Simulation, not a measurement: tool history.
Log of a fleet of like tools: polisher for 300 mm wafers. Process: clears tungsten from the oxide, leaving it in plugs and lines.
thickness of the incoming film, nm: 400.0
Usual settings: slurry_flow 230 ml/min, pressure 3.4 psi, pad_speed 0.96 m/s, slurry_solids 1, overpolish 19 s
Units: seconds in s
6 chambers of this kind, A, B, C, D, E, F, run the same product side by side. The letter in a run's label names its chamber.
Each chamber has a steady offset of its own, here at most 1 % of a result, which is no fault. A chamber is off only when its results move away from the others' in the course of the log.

| run | hour | slurry_flow | pressure | pad_speed | slurry_solids | overpolish | seconds |
|---|---|---|---|---|---|---|---|
|  | 0.1 | chamber E: worn pad replaced by a new one |
| 1E | 5.2 | 230 | 3.4 | 0.96 | 1 | 19 | 88.13 |
|  | 5.8 | chamber D: slurry tank refilled with fresh slurry and peroxide |
|  | 6 | chamber A: slurry nozzle cleaned |
| 2F | 9.6 | 230 | 3.4 | 0.96 | 1 | 19 | 90.658 |
| 3A | 14.3 | 230 | 3.4 | 0.96 | 1 | 19 | 91.196 |
| 4D | 18.6 | 230 | 3.4 | 0.96 | 1 | 19 | 92.197 |
| 5B | 23.6 | 230 | 3.4 | 0.96 | 1 | 19 | 90.563 |
| 6C | 27.6 | 230 | 3.4 | 0.96 | 1 | 19 | 90.31 |
|  | 31.1 | chamber E: slurry tank refilled with fresh slurry and peroxide |
| 7A | 32.6 | 230 | 3.4 | 0.74 | 1.15 | 19 | 120.1 |
|  | 34.1 | chamber F: slurry blender recalibrated |
| 8D | 38.4 | 230 | 3.4 | 0.74 | 1.15 | 19 | 115.66 |
|  | 39.3 | chamber D: worn pad replaced by a new one |
| 9B | 41.5 | 230 | 3.4 | 0.74 | 1.15 | 19 | 115.93 |
|  | 44 | chamber A: slurry tank refilled with fresh slurry and peroxide |
| 10C | 46.4 | 230 | 3.4 | 0.74 | 1.15 | 19 | 119.11 |
| 11E | 51.7 | 230 | 3.4 | 0.74 | 1.15 | 19 | 112.85 |
|  | 56.3 | chamber F: slurry tank refilled with fresh slurry and peroxide |
| 12F | 57.4 | 230 | 3.4 | 0.74 | 1.15 | 19 | 116.15 |
|  | 58 | chamber D: slurry tank refilled with fresh slurry and peroxide |
|  | 61.2 | chamber F: worn pad replaced by a new one |
| 13D | 62.2 | 230 | 3.4 | 0.96 | 1 | 19 | 94.361 |
| 14C | 67.8 | 230 | 3.4 | 0.96 | 1 | 19 | 92.658 |
|  | 69.5 | chamber A: slurry blender recalibrated |
| 15A | 70.7 | 230 | 3.4 | 0.96 | 1 | 19 | 92.806 |
|  | 71.9 | chamber E: slurry tank refilled with fresh slurry and peroxide |
|  | 73.6 | chamber B: worn pad replaced by a new one |
| 16B | 75 | 230 | 3.4 | 0.96 | 1 | 19 | 92.711 |
|  | 77.1 | chamber C: slurry tank refilled with fresh slurry and peroxide |
| 17F | 79.8 | 230 | 3.4 | 0.96 | 1 | 19 | 90.264 |
| 18E | 82.6 | 230 | 3.4 | 0.96 | 1 | 19 | 90.322 |
| 19E | 85.4 | 230 | 2.7 | 0.96 | 1 | 19 | 113.95 |
|  | 87 | chamber B: slurry nozzle cleaned |
| 20D | 91.7 | 230 | 2.7 | 0.96 | 1 | 19 | 113.36 |
|  | 92.8 | chamber A: slurry tank refilled with fresh slurry and peroxide |
| 21F | 96.1 | 230 | 2.7 | 0.96 | 1 | 19 | 113.5 |
| 22C | 99.4 | 230 | 2.7 | 0.96 | 1 | 19 | 118.37 |
| 23B | 105.5 | 230 | 2.7 | 0.96 | 1 | 19 | 115.89 |
|  | 107.8 | chamber E: worn pad replaced by a new one |
| 24A | 109.9 | 230 | 2.7 | 0.96 | 1 | 19 | 116.12 |
|  | 112.1 | chamber E: slurry tank refilled with fresh slurry and peroxide |
|  | 112.8 | chamber D: slurry tank refilled with fresh slurry and peroxide |
|  | 113 | chamber C: worn pad replaced by a new one |
| 25F | 115 | 230 | 3.4 | 0.96 | 0.85 | 15 | 93.989 |
| 26E | 118.6 | 230 | 3.4 | 0.96 | 0.85 | 15 | 97.951 |
| 27C | 123.3 | 230 | 3.4 | 0.96 | 0.85 | 15 | 91.467 |
| 28A | 129.6 | 230 | 3.4 | 0.96 | 0.85 | 15 | 100.27 |
|  | 134.3 | chamber A: slurry tank refilled with fresh slurry and peroxide |
|  | 134.9 | chamber E: slurry blender recalibrated |
| 29B | 136 | 230 | 3.4 | 0.96 | 0.85 | 15 | 97.252 |
| 30D | 139.1 | 230 | 3.4 | 0.96 | 0.85 | 15 | 95.689 |
|  | 144.8 | chamber F: worn pad replaced by a new one |
| 31D | 145 | 230 | 3.4 | 0.96 | 1 | 19 | 93.258 |
|  | 148.7 | chamber C: slurry tank refilled with fresh slurry and peroxide |
| 32A | 149 | 230 | 3.4 | 0.96 | 1 | 19 | 92.103 |
| 33B | 152.9 | 295 | 3.4 | 0.96 | 1 | 19 | 89.279 |
| 34F | 158.1 | 295 | 3.4 | 0.96 | 1 | 19 | 90.262 |
| 35E | 163.6 | 295 | 3.4 | 0.96 | 1 | 19 | 89.997 |
| 36C | 166.7 | 295 | 3.4 | 0.96 | 1 | 19 | 85.328 |

Is one chamber off against the others, does the gauge drift, or is nothing wrong? If a chamber is off, say which, and what the likeliest cause is.

No chamber stands off beyond its own small offset, and the gauge holds steady.

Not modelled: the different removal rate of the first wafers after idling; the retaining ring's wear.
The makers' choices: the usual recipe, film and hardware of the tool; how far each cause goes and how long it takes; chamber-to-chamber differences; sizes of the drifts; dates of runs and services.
